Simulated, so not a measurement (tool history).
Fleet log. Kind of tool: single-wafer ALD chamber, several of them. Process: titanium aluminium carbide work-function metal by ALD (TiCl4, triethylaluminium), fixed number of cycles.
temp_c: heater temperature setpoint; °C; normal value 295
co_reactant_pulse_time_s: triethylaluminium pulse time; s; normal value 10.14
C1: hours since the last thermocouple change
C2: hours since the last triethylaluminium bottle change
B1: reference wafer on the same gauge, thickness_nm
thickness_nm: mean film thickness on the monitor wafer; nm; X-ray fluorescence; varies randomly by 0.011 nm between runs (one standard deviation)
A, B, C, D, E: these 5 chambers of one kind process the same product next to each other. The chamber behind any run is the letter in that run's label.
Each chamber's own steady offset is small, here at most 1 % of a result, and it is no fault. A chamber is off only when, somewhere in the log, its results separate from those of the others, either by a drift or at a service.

Run 1A, day 0.371: usual settings; C1 254.8; C2 1076.9; B1 1.8095. Result: thickness_nm 1.9435 nm.
Run 2C, day 0.754: usual settings; C1 375.0; C2 686.6; B1 1.8117. Result: thickness_nm 1.9628 nm.
Run 3E, day 1.058: usual settings; C1 1291.4; C2 496.5; B1 1.8088. Result: thickness_nm 1.9790 nm.
Run 4D, day 1.429: usual settings; C1 2532.9; C2 954.2; B1 1.8101. Result: thickness_nm 1.9499 nm.
Run 5B, day 1.650: usual settings but co_reactant_pulse_time_s 12.45 s; C1 1134.3; C2 242.4; B1 1.8091. Result: thickness_nm 2.0116 nm.
Run 6C, day 1.921: usual settings but co_reactant_pulse_time_s 12.45 s; C1 403.0; C2 714.6; B1 1.8091. Result: thickness_nm 1.9999 nm.
At day 1.954: chamber D: thermocouple changed; heater temperature recalibrated.
Run 7B, day 2.158: usual settings but co_reactant_pulse_time_s 12.45 s; C1 1146.5; C2 254.6; B1 1.8087. Result: thickness_nm 1.9845 nm.
Run 8D, day 2.471: usual settings but co_reactant_pulse_time_s 12.45 s; C1 12.4; C2 979.2; B1 1.8108. Result: thickness_nm 1.9854 nm.
Run 9A, day 2.762: usual settings but co_reactant_pulse_time_s 12.45 s; C1 312.2; C2 1134.3; B1 1.8104. Result: thickness_nm 1.9831 nm.
Run 10E, day 3.004: usual settings; C1 1338.1; C2 543.2; B1 1.8136. Result: thickness_nm 1.9710 nm.
Run 11B, day 3.396: usual settings; C1 1176.2; C2 284.3; B1 1.8120. Result: thickness_nm 1.9507 nm.
Run 12A, day 3.688: usual settings; C1 334.4; C2 1156.5; B1 1.8098. Result: thickness_nm 1.9425 nm.
Run 13E, day 4.067: usual settings but co_reactant_pulse_time_s 12.88 s; C1 1363.6; C2 568.7; B1 1.8083. Result: thickness_nm 1.9892 nm.
Run 14C, day 4.312: usual settings but co_reactant_pulse_time_s 12.88 s; C1 460.4; C2 772.0; B1 1.8089. Result: thickness_nm 1.9831 nm.
Run 15D, day 4.492: usual settings but co_reactant_pulse_time_s 12.88 s; C1 60.9; C2 1027.7; B1 1.8126. Result: thickness_nm 1.9875 nm.
Run 16C, day 4.779: usual settings but co_reactant_pulse_time_s 12.88 s; C1 471.6; C2 783.2; B1 1.8115. Result: thickness_nm 2.0054 nm.
Run 17A, day 5.100: usual settings but co_reactant_pulse_time_s 12.88 s; C1 368.3; C2 1190.4; B1 1.8082. Result: thickness_nm 1.9853 nm.
Run 18D, day 5.333: usual settings; C1 81.1; C2 1047.9; B1 1.8082. Result: thickness_nm 1.9711 nm.
Run 19B, day 5.579: usual settings; C1 1228.6; C2 336.7; B1 1.8063. Result: thickness_nm 1.9443 nm.
Run 20E, day 5.958: usual settings; C1 1409.0; C2 614.1; B1 1.8105. Result: thickness_nm 1.9749 nm.
Run 21A, day 6.162: usual settings; C1 393.8; C2 1215.9; B1 1.8073. Result: thickness_nm 1.9481 nm.
Run 22D, day 6.521: usual settings; C1 109.6; C2 1076.4; B1 1.8073. Result: thickness_nm 1.9537 nm.
At day 6.862: chamber D: triethylaluminium bottle replaced.
Run 23C, day 6.862: usual settings; C1 521.6; C2 833.2; B1 1.8099. Result: thickness_nm 1.9782 nm.
Run 24B, day 7.046: usual settings; C1 1263.8; C2 371.9; B1 1.8110. Result: thickness_nm 1.9128 nm.
Run 25E, day 7.233: usual settings; C1 1439.6; C2 644.7; B1 1.8105. Result: thickness_nm 1.9529 nm.
Run 26D, day 7.400: usual settings; C1 130.7; C2 12.9; B1 1.8087. Result: thickness_nm 1.9496 nm.
Run 27B, day 7.650: usual settings; C1 1278.3; C2 386.4; B1 1.8110. Result: thickness_nm 1.8981 nm.
Run 28E, day 7.912: usual settings; C1 1455.9; C2 661.0; B1 1.8096. Result: thickness_nm 1.9643 nm.
Run 29C, day 8.183: usual settings; C1 553.3; C2 864.9; B1 1.8100. Result: thickness_nm 1.9496 nm.
Run 30A, day 8.421: usual settings; C1 448.0; C2 1270.1; B1 1.8117. Result: thickness_nm 1.9420 nm.
Run 31E, day 8.775: usual settings; C1 1476.6; C2 681.7; B1 1.8091. Result: thickness_nm 1.9519 nm.
Run 32D, day 9.142: usual settings but temp_c 289 °C, co_reactant_pulse_time_s 7.88 s; C1 172.5; C2 54.7; B1 1.8107. Result: thickness_nm 1.8321 nm.
At day 9.275: chamber B: thermocouple changed; heater temperature recalibrated.
Run 33A, day 9.492: usual settings but temp_c 289 °C, co_reactant_pulse_time_s 7.88 s; C1 473.7; C2 1295.8; B1 1.8108. Result: thickness_nm 1.8273 nm.
Run 34C, day 9.850: usual settings but temp_c 289 °C, co_reactant_pulse_time_s 7.88 s; C1 593.3; C2 904.9; B1 1.8105. Result: thickness_nm 1.8497 nm.
Run 35B, day 10.200: usual settings but temp_c 289 °C, co_reactant_pulse_time_s 7.88 s; C1 22.2; C2 447.6; B1 1.8092. Result: thickness_nm 1.7198 nm.
Run 36C, day 10.367: usual settings but temp_c 289 °C, co_reactant_pulse_time_s 7.88 s; C1 605.7; C2 917.3; B1 1.8078. Result: thickness_nm 1.8483 nm.
Run 37A, day 10.604: usual settings but temp_c 303 °C; C1 500.4; C2 1322.5; B1 1.8107. Result: thickness_nm 2.0192 nm.
Run 38E, day 10.917: usual settings but temp_c 303 °C; C1 1528.0; C2 733.1; B1 1.8101. Result: thickness_nm 2.0191 nm.
Run 39B, day 11.267: usual settings but temp_c 303 °C; C1 47.8; C2 473.2; B1 1.8110. Result: thickness_nm 1.9107 nm.
Run 40D, day 11.604: usual settings but temp_c 303 °C; C1 231.6; C2 113.8; B1 1.8105. Result: thickness_nm 2.0099 nm.
Run 41D, day 11.804: usual settings but temp_c 303 °C; C1 236.4; C2 118.6; B1 1.8088. Result: thickness_nm 2.0180 nm.
Run 42A, day 12.171: usual settings but temp_c 307 °C; C1 538.0; C2 1360.1; B1 1.8084. Result: thickness_nm 2.0452 nm.
Run 43E, day 12.392: usual settings but temp_c 307 °C; C1 1563.4; C2 768.5; B1 1.8097. Result: thickness_nm 2.0833 nm.

Next, every chamber runs the same settings. What will each give?
Run 44A, day 12.667: usual settings. Result: thickness_nm ?.
Run 44B, day 12.667: usual settings. Result: thickness_nm ?.
Run 44C, day 12.667: usual settings. Result: thickness_nm ?.
Run 44D, day 12.667: usual settings. Result: thickness_nm ?.
Run 44E, day 12.667: usual settings. Result: thickness_nm ?.

run  thickness_nm
44A        1.9453
44B        1.8092
44C        1.9480
44D        1.9499
44E        1.9540
